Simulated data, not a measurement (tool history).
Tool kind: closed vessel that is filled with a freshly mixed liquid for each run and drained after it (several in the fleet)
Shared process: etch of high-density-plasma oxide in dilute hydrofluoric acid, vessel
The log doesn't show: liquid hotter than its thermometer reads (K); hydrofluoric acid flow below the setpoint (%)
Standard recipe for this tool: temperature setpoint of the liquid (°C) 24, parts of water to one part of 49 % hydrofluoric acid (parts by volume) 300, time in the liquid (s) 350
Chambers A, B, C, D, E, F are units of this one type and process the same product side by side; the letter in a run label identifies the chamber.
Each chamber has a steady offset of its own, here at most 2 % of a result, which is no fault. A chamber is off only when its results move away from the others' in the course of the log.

run    day  temperature setpoint of the liquid (°C)  parts of water to one part of 49 % hydrofluoric acid (parts by volume)  time in the liquid (s)  hours since the thermometer was replaced  hours since the hydrofluoric acid flow meter was replaced  read-back film thickness of the high-density-plasma oxide reference wafer, read on the same gauge (nm)  thickness taken off the high-density-plasma oxide on a monitor wafer (nm)
 1A  0.221                                       24                                                                     300                     350                                    1430.0                                                      456.4                                                                                                  59.991                                                                     6.3591
 2E  0.458                                       24                                                                     300                     350                                    1645.4                                                     1299.1                                                                                                  60.007                                                                     6.2682
 3F  0.700                                       24                                                                     300                     350                                     591.2                                                      395.8                                                                                                  60.008                                                                     6.2770
 4D  0.833                                       24                                                                     300                     350                                    2685.5                                                      986.2                                                                                                  59.957                                                                     6.3650
 5C  1.000                                       24                                                                     300                     350                                     570.2                                                     1230.1                                                                                                  59.962                                                                     6.3953
 6B  1.129                                       24                                                                     300                     350                                     882.2                                                      822.0                                                                                                  59.968                                                                     6.2895
 7F  1.292                                       24                                                                     300                     350                                     605.4                                                      410.0                                                                                                  60.010                                                                     6.2878
 8B  1.504                                       24                                                                     300                     350                                     891.2                                                      831.0                                                                                                  60.017                                                                     6.3314
 9D  1.762                                       24                                                                     350                     240                                    2707.8                                                     1008.5                                                                                                  59.976                                                                     3.4726
10A  1.883                                       24                                                                     350                     240                                    1469.9                                                      496.3                                                                                                  60.011                                                                     3.4845
11E  2.121                                       24                                                                     350                     240                                    1685.3                                                     1339.0                                                                                                  59.966                                                                     3.5146
12C  2.325                                       24                                                                     350                     240                                     602.0                                                     1261.9                                                                                                  59.999                                                                     3.4943
13A  2.446                                       24                                                                     350                     240                                    1483.4                                                      509.8                                                                                                  60.017                                                                     3.4192
14C  2.638                                       24                                                                     350                     240                                     609.5                                                     1269.4                                                                                                  60.007                                                                     3.5624
     2.888  -- chamber C: hydrofluoric acid flow meter replaced
15E  2.888                                       24                                                                     300                     350                                    1703.7                                                     1357.4                                                                                                  59.977                                                                     6.1563
16F  3.062                                       24                                                                     300                     350                                     647.9                                                      452.5                                                                                                  59.981                                                                     6.3874
17D  3.308                                       24                                                                     300                     350                                    2744.9                                                     1045.6                                                                                                  60.007                                                                     6.3224
18B  3.550                                       24                                                                     300                     350                                     940.3                                                      880.1                                                                                                  59.994                                                                     6.3149
19E  3.675                                       24                                                                     300                     350                                    1722.6                                                     1376.3                                                                                                  60.004                                                                     6.3467
20C  3.908                                       24                                                                     300                     350                                     640.0                                                       24.5                                                                                                  60.001                                                                     6.4723
21B  4.129                                       24                                                                     300                     350                                     954.2                                                      894.0                                                                                                  60.009                                                                     6.2243
22F  4.292                                       24                                                                     300                     350                                     677.4                                                      482.0                                                                                                  59.984                                                                     6.3061
23A  4.538                                       24                                                                     300                     350                                    1533.6                                                      560.0                                                                                                  60.011                                                                     6.0254
24D  4.792                                       24                                                                     300                     350                                    2780.5                                                     1081.2                                                                                                  60.002                                                                     6.4219
25F  5.033                                       24                                                                     300                     350                                     695.2                                                      499.8                                                                                                  59.981                                                                     6.3161
26D  5.225                                       26                                                                     230                     350                                    2790.9                                                     1091.6                                                                                                  59.984                                                                     9.5751
27B  5.392                                       26                                                                     230                     350                                     984.5                                                      924.3                                                                                                  59.984                                                                     9.3340
28E  5.654                                       26                                                                     230                     350                                    1770.1                                                     1423.8                                                                                                  60.024                                                                     9.4105
29C  5.779                                       26                                                                     230                     350                                     684.9                                                       69.4                                                                                                  60.022                                                                     9.7445
30A  6.008                                       26                                                                     230                     350                                    1568.9                                                      595.3                                                                                                  60.021                                                                     8.8735
31C  6.258                                       26                                                                     230                     350                                     696.4                                                       80.9                                                                                                  59.987                                                                     9.4983
32B  6.425                                       24                                                                     300                     350                                    1009.3                                                      949.1                                                                                                  60.018                                                                     6.2074
33E  6.675                                       24                                                                     300                     350                                    1794.6                                                     1448.3                                                                                                  59.987                                                                     6.2951
34A  6.846                                       24                                                                     300                     350                                    1589.0                                                      615.4                                                                                                  59.981                                                                     5.7361
35D  7.025                                       24                                                                     300                     350                                    2834.1                                                     1134.8                                                                                                  60.000                                                                     6.2960
36F  7.217                                       24                                                                     300                     350                                     747.6                                                      552.2                                                                                                  59.991                                                                     6.3255
37D  7.462                                       24                                                                     225                     350                                    2844.6                                                     1145.3                                                                                                  60.001                                                                     9.1247
38B  7.592                                       24                                                                     225                     350                                    1037.3                                                      977.1                                                                                                  60.022                                                                     9.0818
39E  7.738                                       24                                                                     225                     350                                    1820.1                                                     1473.8                                                                                                  60.006                                                                     9.1231

Which is it: a chamber that has drifted or been left off by a service, a gauge drift common to all chambers, or only each chamber's usual small offset? If a chamber is off, name it and its likeliest cause.

One chamber, A, drifts off from the rest bit by bit.
What lies behind it: hydrofluoric acid flow below the setpoint (%) = 8.18.

Which of the 4 candidates below, each the usual settings with something changed and its results left as question marks, puts chamber A back in line with what the other chambers give on the usual settings?
In line means no further than this from the other chambers' mean on the usual settings: thickness taken off the high-density-plasma oxide on a monitor wafer (nm) 0.2000
40A-1  7.925                                       24                                                                     300                     370                                                                                                                                                                                                                                                                                       ?
40A-2  7.925                                       24                                                                     300                     330                                                                                                                                                                                                                                                                                       ?
40A-3  7.925                                       24                                                                     275                     350                                                                                                                                                                                                                                                                                       ?
40A-4  7.925                                       24                                                                     325                     350                                                                                                                                                                                                                                                                                       ?

Other chambers, usual settings, mean: thickness taken off the high-density-plasma oxide on a monitor wafer (nm) 6.3383
  run  thickness taken off the high-density-plasma oxide on a monitor wafer (nm)
40A-1                                                                     6.0052
40A-2                                                                     5.3560
40A-3                                                                     6.3606
40A-4                                                                     5.1118
40A-3 brings the chamber back in line.

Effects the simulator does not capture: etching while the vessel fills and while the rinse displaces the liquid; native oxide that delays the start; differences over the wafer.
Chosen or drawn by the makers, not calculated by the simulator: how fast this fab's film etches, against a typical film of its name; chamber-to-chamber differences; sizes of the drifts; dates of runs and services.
